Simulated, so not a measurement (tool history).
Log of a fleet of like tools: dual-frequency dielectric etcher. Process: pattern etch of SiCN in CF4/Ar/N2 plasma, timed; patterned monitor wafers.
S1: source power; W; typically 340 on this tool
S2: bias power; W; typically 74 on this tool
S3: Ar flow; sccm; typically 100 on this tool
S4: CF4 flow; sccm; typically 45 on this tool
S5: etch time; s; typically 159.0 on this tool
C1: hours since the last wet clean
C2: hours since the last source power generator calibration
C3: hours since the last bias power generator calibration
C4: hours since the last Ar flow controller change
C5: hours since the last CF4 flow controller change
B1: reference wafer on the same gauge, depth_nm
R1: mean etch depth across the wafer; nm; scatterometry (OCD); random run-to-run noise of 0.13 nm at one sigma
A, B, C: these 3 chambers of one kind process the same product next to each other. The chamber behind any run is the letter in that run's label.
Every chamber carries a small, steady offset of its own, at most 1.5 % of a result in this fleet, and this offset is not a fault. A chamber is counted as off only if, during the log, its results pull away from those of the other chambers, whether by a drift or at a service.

{"run": "1B", "hour": 13.0, "S1": 340, "S2": 74, "S3": 100, "S4": 45, "S5": 159.0, "C1": 474.4, "C2": 819.7, "C3": 2410.4, "C4": 2672.7, "C5": 1373.5, "B1": 95.008, "R1": 101.46}
{"run": "2A", "hour": 22.0, "S1": 340, "S2": 74, "S3": 100, "S4": 45, "S5": 159.0, "C1": 207.1, "C2": 997.5, "C3": 1432.6, "C4": 2077.7, "C5": 334.9, "B1": 94.96, "R1": 99.994}
{"run": "3C", "hour": 36.0, "S1": 340, "S2": 74, "S3": 100, "S4": 45, "S5": 159.0, "C1": 99.9, "C2": 621.5, "C3": 3409.3, "C4": 1597.8, "C5": 631.1, "B1": 94.99, "R1": 101.84}
{"run": "4A", "hour": 49.5, "S1": 340, "S2": 74, "S3": 100, "S4": 45, "S5": 159.0, "C1": 234.6, "C2": 1025.0, "C3": 1460.1, "C4": 2105.2, "C5": 362.4, "B1": 94.963, "R1": 100.2}
{"run": "5C", "hour": 59.8, "S1": 340, "S2": 74, "S3": 100, "S4": 45, "S5": 159.0, "C1": 123.7, "C2": 645.3, "C3": 3433.1, "C4": 1621.6, "C5": 654.9, "B1": 94.912, "R1": 101.87}
{"run": "6B", "hour": 71.0, "S1": 340, "S2": 57, "S3": 100, "S4": 53, "S5": 159.0, "C1": 532.4, "C2": 877.7, "C3": 2468.4, "C4": 2730.7, "C5": 1431.5, "B1": 94.941, "R1": 94.4}
{"hour": 73.8, "done": "chamber B: wet clean of the chamber"}
{"run": "7B", "hour": 84.0, "S1": 340, "S2": 57, "S3": 100, "S4": 53, "S5": 159.0, "C1": 10.2, "C2": 890.7, "C3": 2481.4, "C4": 2743.7, "C5": 1444.5, "B1": 94.91, "R1": 94.638}
{"run": "8C", "hour": 99.4, "S1": 340, "S2": 57, "S3": 100, "S4": 53, "S5": 159.0, "C1": 163.3, "C2": 684.9, "C3": 3472.7, "C4": 1661.2, "C5": 694.5, "B1": 94.943, "R1": 95.289}
{"run": "9A", "hour": 113.6, "S1": 340, "S2": 74, "S3": 100, "S4": 45, "S5": 159.0, "C1": 298.7, "C2": 1089.1, "C3": 1524.2, "C4": 2169.3, "C5": 426.5, "B1": 94.911, "R1": 99.774}
{"run": "10B", "hour": 129.3, "S1": 340, "S2": 74, "S3": 100, "S4": 45, "S5": 144.5, "C1": 55.5, "C2": 936.0, "C3": 2526.7, "C4": 2789.0, "C5": 1489.8, "B1": 94.866, "R1": 92.074}
{"run": "11A", "hour": 136.5, "S1": 340, "S2": 74, "S3": 100, "S4": 45, "S5": 144.5, "C1": 321.6, "C2": 1112.0, "C3": 1547.1, "C4": 2192.2, "C5": 449.4, "B1": 94.879, "R1": 90.628}
{"run": "12C", "hour": 145.4, "S1": 340, "S2": 74, "S3": 100, "S4": 45, "S5": 144.5, "C1": 209.3, "C2": 730.9, "C3": 3518.7, "C4": 1707.2, "C5": 740.5, "B1": 94.853, "R1": 92.442}
{"run": "13C", "hour": 152.6, "S1": 340, "S2": 74, "S3": 100, "S4": 45, "S5": 159.0, "C1": 216.5, "C2": 738.1, "C3": 3525.9, "C4": 1714.4, "C5": 747.7, "B1": 94.857, "R1": 101.85}
{"run": "14A", "hour": 165.9, "S1": 340, "S2": 74, "S3": 100, "S4": 45, "S5": 159.0, "C1": 351.0, "C2": 1141.4, "C3": 1576.5, "C4": 2221.6, "C5": 478.8, "B1": 94.823, "R1": 99.873}
{"run": "15B", "hour": 178.8, "S1": 340, "S2": 74, "S3": 100, "S4": 45, "S5": 159.0, "C1": 105.0, "C2": 985.5, "C3": 2576.2, "C4": 2838.5, "C5": 1539.3, "B1": 94.837, "R1": 101.38}
{"run": "16C", "hour": 188.3, "S1": 340, "S2": 74, "S3": 100, "S4": 45, "S5": 159.0, "C1": 252.2, "C2": 773.8, "C3": 3561.6, "C4": 1750.1, "C5": 783.4, "B1": 94.83, "R1": 101.63}
{"run": "17A", "hour": 199.3, "S1": 340, "S2": 74, "S3": 100, "S4": 45, "S5": 159.0, "C1": 384.4, "C2": 1174.8, "C3": 1609.9, "C4": 2255.0, "C5": 512.2, "B1": 94.793, "R1": 99.559}
{"hour": 203.5, "done": "chamber B: bias power generator calibrated"}
{"run": "18B", "hour": 211.1, "S1": 340, "S2": 74, "S3": 100, "S4": 45, "S5": 159.0, "C1": 137.3, "C2": 1017.8, "C3": 7.6, "C4": 2870.8, "C5": 1571.6, "B1": 94.825, "R1": 101.22}
{"run": "19B", "hour": 225.9, "S1": 340, "S2": 74, "S3": 100, "S4": 45, "S5": 159.0, "C1": 152.1, "C2": 1032.6, "C3": 22.4, "C4": 2885.6, "C5": 1586.4, "B1": 94.791, "R1": 101.22}
{"run": "20C", "hour": 238.7, "S1": 340, "S2": 74, "S3": 100, "S4": 45, "S5": 159.0, "C1": 302.6, "C2": 824.2, "C3": 3612.0, "C4": 1800.5, "C5": 833.8, "B1": 94.786, "R1": 101.88}
{"run": "21A", "hour": 250.1, "S1": 340, "S2": 74, "S3": 100, "S4": 45, "S5": 159.0, "C1": 435.2, "C2": 1225.6, "C3": 1660.7, "C4": 2305.8, "C5": 563.0, "B1": 94.772, "R1": 99.919}
{"run": "22A", "hour": 259.1, "S1": 340, "S2": 74, "S3": 100, "S4": 45, "S5": 159.0, "C1": 444.2, "C2": 1234.6, "C3": 1669.7, "C4": 2314.8, "C5": 572.0, "B1": 94.748, "R1": 99.609}
{"run": "23C", "hour": 268.0, "S1": 340, "S2": 74, "S3": 100, "S4": 45, "S5": 159.0, "C1": 331.9, "C2": 853.5, "C3": 3641.3, "C4": 1829.8, "C5": 863.1, "B1": 94.79, "R1": 101.68}
{"run": "24B", "hour": 281.1, "S1": 340, "S2": 74, "S3": 100, "S4": 45, "S5": 159.0, "C1": 207.3, "C2": 1087.8, "C3": 77.6, "C4": 2940.8, "C5": 1641.6, "B1": 94.753, "R1": 101.2}
{"run": "25B", "hour": 293.4, "S1": 340, "S2": 74, "S3": 100, "S4": 45, "S5": 159.0, "C1": 219.6, "C2": 1100.1, "C3": 89.9, "C4": 2953.1, "C5": 1653.9, "B1": 94.706, "R1": 101.21}
{"run": "26C", "hour": 301.9, "S1": 340, "S2": 74, "S3": 100, "S4": 45, "S5": 159.0, "C1": 365.8, "C2": 887.4, "C3": 3675.2, "C4": 1863.7, "C5": 897.0, "B1": 94.731, "R1": 101.56}
{"run": "27A", "hour": 309.9, "S1": 340, "S2": 74, "S3": 100, "S4": 45, "S5": 159.0, "C1": 495.0, "C2": 1285.4, "C3": 1720.5, "C4": 2365.6, "C5": 622.8, "B1": 94.71, "R1": 99.731}
{"run": "28C", "hour": 318.9, "S1": 410, "S2": 74, "S3": 100, "S4": 45, "S5": 159.0, "C1": 382.8, "C2": 904.4, "C3": 3692.2, "C4": 1880.7, "C5": 914.0, "B1": 94.678, "R1": 119.91}
{"run": "29A", "hour": 326.2, "S1": 410, "S2": 74, "S3": 100, "S4": 45, "S5": 159.0, "C1": 511.3, "C2": 1301.7, "C3": 1736.8, "C4": 2381.9, "C5": 639.1, "B1": 94.703, "R1": 116.86}
{"run": "30B", "hour": 334.2, "S1": 410, "S2": 74, "S3": 100, "S4": 45, "S5": 159.0, "C1": 260.4, "C2": 1140.9, "C3": 130.7, "C4": 2993.9, "C5": 1694.7, "B1": 94.704, "R1": 119.31}
{"run": "31A", "hour": 341.2, "S1": 340, "S2": 74, "S3": 100, "S4": 45, "S5": 159.0, "C1": 526.3, "C2": 1316.7, "C3": 1751.8, "C4": 2396.9, "C5": 654.1, "B1": 94.684, "R1": 99.608}
{"run": "32B", "hour": 354.5, "S1": 340, "S2": 74, "S3": 100, "S4": 45, "S5": 159.0, "C1": 280.7, "C2": 1161.2, "C3": 151.0, "C4": 3014.2, "C5": 1715.0, "B1": 94.654, "R1": 100.9}
{"run": "33C", "hour": 365.8, "S1": 340, "S2": 74, "S3": 100, "S4": 45, "S5": 159.0, "C1": 429.7, "C2": 951.3, "C3": 3739.1, "C4": 1927.6, "C5": 960.9, "B1": 94.686, "R1": 101.56}
{"hour": 371.4, "done": "chamber A: wet clean of the chamber"}
{"run": "34C", "hour": 377.6, "S1": 340, "S2": 83, "S3": 100, "S4": 45, "S5": 177.0, "C1": 441.5, "C2": 963.1, "C3": 3750.9, "C4": 1939.4, "C5": 972.7, "B1": 94.649, "R1": 118.17}
{"run": "35B", "hour": 385.8, "S1": 340, "S2": 83, "S3": 100, "S4": 45, "S5": 177.0, "C1": 312.0, "C2": 1192.5, "C3": 182.3, "C4": 3045.5, "C5": 1746.3, "B1": 94.63, "R1": 117.39}
{"run": "36A", "hour": 397.4, "S1": 340, "S2": 83, "S3": 100, "S4": 45, "S5": 177.0, "C1": 26.1, "C2": 1372.9, "C3": 1808.0, "C4": 2453.1, "C5": 710.3, "B1": 94.647, "R1": 115.71}
{"run": "37B", "hour": 408.6, "S1": 340, "S2": 74, "S3": 100, "S4": 45, "S5": 159.0, "C1": 334.8, "C2": 1215.3, "C3": 205.1, "C4": 3068.3, "C5": 1769.1, "B1": 94.592, "R1": 101.12}
{"run": "38A", "hour": 421.3, "S1": 340, "S2": 74, "S3": 100, "S4": 45, "S5": 159.0, "C1": 50.0, "C2": 1396.8, "C3": 1831.9, "C4": 2477.0, "C5": 734.2, "B1": 94.586, "R1": 99.372}
{"run": "39C", "hour": 433.1, "S1": 340, "S2": 74, "S3": 100, "S4": 45, "S5": 159.0, "C1": 497.0, "C2": 1018.6, "C3": 3806.4, "C4": 1994.9, "C5": 1028.2, "B1": 94.593, "R1": 101.42}
{"hour": 434.8, "done": "chamber C: wet clean of the chamber"}
{"run": "40A", "hour": 447.7, "S1": 340, "S2": 74, "S3": 100, "S4": 45, "S5": 159.0, "C1": 76.4, "C2": 1423.2, "C3": 1858.3, "C4": 2503.4, "C5": 760.6, "B1": 94.58, "R1": 99.55}
{"run": "41C", "hour": 461.9, "S1": 340, "S2": 74, "S3": 100, "S4": 45, "S5": 159.0, "C1": 27.1, "C2": 1047.4, "C3": 3835.2, "C4": 2023.7, "C5": 1057.0, "B1": 94.582, "R1": 101.68}
{"run": "42B", "hour": 473.3, "S1": 340, "S2": 74, "S3": 100, "S4": 45, "S5": 159.0, "C1": 399.5, "C2": 1280.0, "C3": 269.8, "C4": 3133.0, "C5": 1833.8, "B1": 94.592, "R1": 100.93}
{"run": "43A", "hour": 483.6, "S1": 340, "S2": 74, "S3": 100, "S4": 54, "S5": 159.0, "C1": 112.3, "C2": 1459.1, "C3": 1894.2, "C4": 2539.3, "C5": 796.5, "B1": 94.511, "R1": 102.53}
{"run": "44C", "hour": 497.7, "S1": 340, "S2": 74, "S3": 100, "S4": 54, "S5": 159.0, "C1": 62.9, "C2": 1083.2, "C3": 3871.0, "C4": 2059.5, "C5": 1092.8, "B1": 94.57, "R1": 104.18}

Next, all 3 chambers run the settings below, one line each with question marks for the results. What does each chamber give?
{"run": "45A", "hour": 508.9, "S1": 340, "S2": 74, "S3": 100, "S4": 45, "S5": 159.0, "R1": "?"}
{"run": "45B", "hour": 508.9, "S1": 340, "S2": 74, "S3": 100, "S4": 45, "S5": 159.0, "R1": "?"}
{"run": "45C", "hour": 508.9, "S1": 340, "S2": 74, "S3": 100, "S4": 45, "S5": 159.0, "R1": "?"}

run=45A R1=99.730
run=45B R1=101.000
run=45C R1=101.590
